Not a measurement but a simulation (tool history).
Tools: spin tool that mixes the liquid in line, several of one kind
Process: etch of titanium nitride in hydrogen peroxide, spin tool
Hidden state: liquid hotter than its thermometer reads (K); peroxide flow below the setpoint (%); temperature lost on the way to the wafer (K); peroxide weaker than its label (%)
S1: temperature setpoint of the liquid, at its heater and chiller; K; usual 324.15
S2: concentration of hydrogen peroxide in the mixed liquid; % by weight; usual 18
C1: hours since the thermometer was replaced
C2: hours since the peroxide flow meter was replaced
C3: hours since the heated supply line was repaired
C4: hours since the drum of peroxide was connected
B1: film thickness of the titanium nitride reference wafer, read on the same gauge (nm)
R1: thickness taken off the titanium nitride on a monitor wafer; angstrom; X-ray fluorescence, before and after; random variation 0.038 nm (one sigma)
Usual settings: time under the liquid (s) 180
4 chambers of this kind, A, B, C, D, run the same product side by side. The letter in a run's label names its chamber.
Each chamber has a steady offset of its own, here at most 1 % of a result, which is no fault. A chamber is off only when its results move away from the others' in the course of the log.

run 1C hour=5.6 | S1=324.15 S2=18 time_under_the_liquid_(s)=180 | C1=453.7 C2=1234.5 C3=1708.0 C4=323.4 | B1=60.006 | R1=47.071
run 2A hour=12.0 | S1=324.15 S2=18 time_under_the_liquid_(s)=180 | C1=255.4 C2=406.8 C3=325.4 C4=507.2 | B1=59.985 | R1=47.010
run 3D hour=19.3 | S1=324.15 S2=18 time_under_the_liquid_(s)=180 | C1=504.4 C2=761.6 C3=825.3 C4=120.1 | B1=59.976 | R1=47.656
run 4B hour=22.9 | S1=324.15 S2=18 time_under_the_liquid_(s)=180 | C1=269.7 C2=168.8 C3=92.7 C4=623.1 | B1=59.993 | R1=47.442
run 5C hour=30.4 | S1=324.15 S2=18 time_under_the_liquid_(s)=180 | C1=478.5 C2=1259.3 C3=1732.8 C4=348.2 | B1=60.004 | R1=47.441
run 6B hour=34.7 | S1=315.65 S2=13 time_under_the_liquid_(s)=180 | C1=281.5 C2=180.6 C3=104.5 C4=634.9 | B1=59.971 | R1=23.383
run 7D hour=39.5 | S1=315.65 S2=13 time_under_the_liquid_(s)=180 | C1=524.6 C2=781.8 C3=845.5 C4=140.3 | B1=60.050 | R1=23.544
run 8A hour=44.3 | S1=315.65 S2=13 time_under_the_liquid_(s)=180 | C1=287.7 C2=439.1 C3=357.7 C4=539.5 | B1=59.966 | R1=23.334
run 9A hour=51.5 | S1=315.65 S2=13 time_under_the_liquid_(s)=180 | C1=294.9 C2=446.3 C3=364.9 C4=546.7 | B1=59.957 | R1=23.695
run 10C hour=58.9 | S1=324.15 S2=18 time_under_the_liquid_(s)=240 | C1=507.0 C2=1287.8 C3=1761.3 C4=376.7 | B1=60.014 | R1=62.479
run 11D hour=64.8 | S1=324.15 S2=18 time_under_the_liquid_(s)=240 | C1=549.9 C2=807.1 C3=870.8 C4=165.6 | B1=60.032 | R1=62.310
run 12B hour=71.5 | S1=324.15 S2=18 time_under_the_liquid_(s)=240 | C1=318.3 C2=217.4 C3=141.3 C4=671.7 | B1=60.055 | R1=62.421
run 13D hour=77.7 | S1=324.15 S2=18 time_under_the_liquid_(s)=240 | C1=562.8 C2=820.0 C3=883.7 C4=178.5 | B1=60.047 | R1=62.743
run 14A hour=81.8 | S1=324.15 S2=18 time_under_the_liquid_(s)=180 | C1=325.2 C2=476.6 C3=395.2 C4=577.0 | B1=59.994 | R1=47.762
run 15C hour=87.1 | S1=324.15 S2=18 time_under_the_liquid_(s)=115 | C1=535.2 C2=1316.0 C3=1789.5 C4=404.9 | B1=59.964 | R1=30.101
run 16B hour=91.0 | S1=324.15 S2=18 time_under_the_liquid_(s)=115 | C1=337.8 C2=236.9 C3=160.8 C4=691.2 | B1=60.000 | R1=29.870
run 17C hour=95.2 | S1=324.15 S2=18 time_under_the_liquid_(s)=115 | C1=543.3 C2=1324.1 C3=1797.6 C4=413.0 | B1=60.029 | R1=30.461
run 18D hour=103.2 | S1=324.15 S2=18 time_under_the_liquid_(s)=115 | C1=588.3 C2=845.5 C3=909.2 C4=204.0 | B1=59.996 | R1=30.033
run 19A hour=109.5 | S1=329.15 S2=18 time_under_the_liquid_(s)=115 | C1=352.9 C2=504.3 C3=422.9 C4=604.7 | B1=59.958 | R1=44.049
run 20B hour=115.2 | S1=329.15 S2=18 time_under_the_liquid_(s)=115 | C1=362.0 C2=261.1 C3=185.0 C4=715.4 | B1=60.000 | R1=43.559
run 21A hour=122.8 | S1=329.15 S2=18 time_under_the_liquid_(s)=115 | C1=366.2 C2=517.6 C3=436.2 C4=618.0 | B1=60.011 | R1=44.283
run 22C hour=128.6 | S1=329.15 S2=18 time_under_the_liquid_(s)=115 | C1=576.7 C2=1357.5 C3=1831.0 C4=446.4 | B1=59.986 | R1=42.431
run 23B hour=133.1 | S1=324.15 S2=18 time_under_the_liquid_(s)=180 | C1=379.9 C2=279.0 C3=202.9 C4=733.3 | B1=59.990 | R1=47.492
run 24D hour=141.0 | S1=324.15 S2=18 time_under_the_liquid_(s)=180 | C1=626.1 C2=883.3 C3=947.0 C4=241.8 | B1=60.023 | R1=47.500
run 25C hour=148.2 | S1=324.15 S2=18 time_under_the_liquid_(s)=180 | C1=596.3 C2=1377.1 C3=1850.6 C4=466.0 | B1=59.948 | R1=46.454
run 26B hour=151.9 | S1=324.15 S2=18 time_under_the_liquid_(s)=180 | C1=398.7 C2=297.8 C3=221.7 C4=752.1 | B1=60.036 | R1=47.139
-- hour=153.8 chamber B: new drum of peroxide connected
run 27A hour=156.6 | S1=324.15 S2=18 time_under_the_liquid_(s)=180 | C1=400.0 C2=551.4 C3=470.0 C4=651.8 | B1=60.062 | R1=49.013
run 28D hour=163.7 | S1=324.15 S2=18 time_under_the_liquid_(s)=180 | C1=648.8 C2=906.0 C3=969.7 C4=264.5 | B1=60.016 | R1=46.885
-- hour=168.0 chamber A: new drum of peroxide connected
run 29D hour=169.0 | S1=324.15 S2=18 time_under_the_liquid_(s)=180 | C1=654.1 C2=911.3 C3=975.0 C4=269.8 | B1=59.991 | R1=46.894
run 30B hour=175.6 | S1=324.15 S2=18 time_under_the_liquid_(s)=180 | C1=422.4 C2=321.5 C3=245.4 C4=21.9 | B1=59.969 | R1=46.902
run 31A hour=180.7 | S1=324.15 S2=18 time_under_the_liquid_(s)=180 | C1=424.1 C2=575.5 C3=494.1 C4=12.8 | B1=60.014 | R1=50.013
run 32C hour=188.1 | S1=324.15 S2=18 time_under_the_liquid_(s)=180 | C1=636.2 C2=1417.0 C3=1890.5 C4=505.9 | B1=60.020 | R1=46.889

All 4 chambers run these settings next. Forecast each chamber's results:
run 33A hour=194.1 | S1=327.65 S2=18 time_under_the_liquid_(s)=180 | R1=?
run 33B hour=194.1 | S1=327.65 S2=18 time_under_the_liquid_(s)=180 | R1=?
run 33C hour=194.1 | S1=327.65 S2=18 time_under_the_liquid_(s)=180 | R1=?
run 33D hour=194.1 | S1=327.65 S2=18 time_under_the_liquid_(s)=180 | R1=?

run=33A R1=65.222
run=33B R1=60.683
run=33C R1=60.165
run=33D R1=61.049
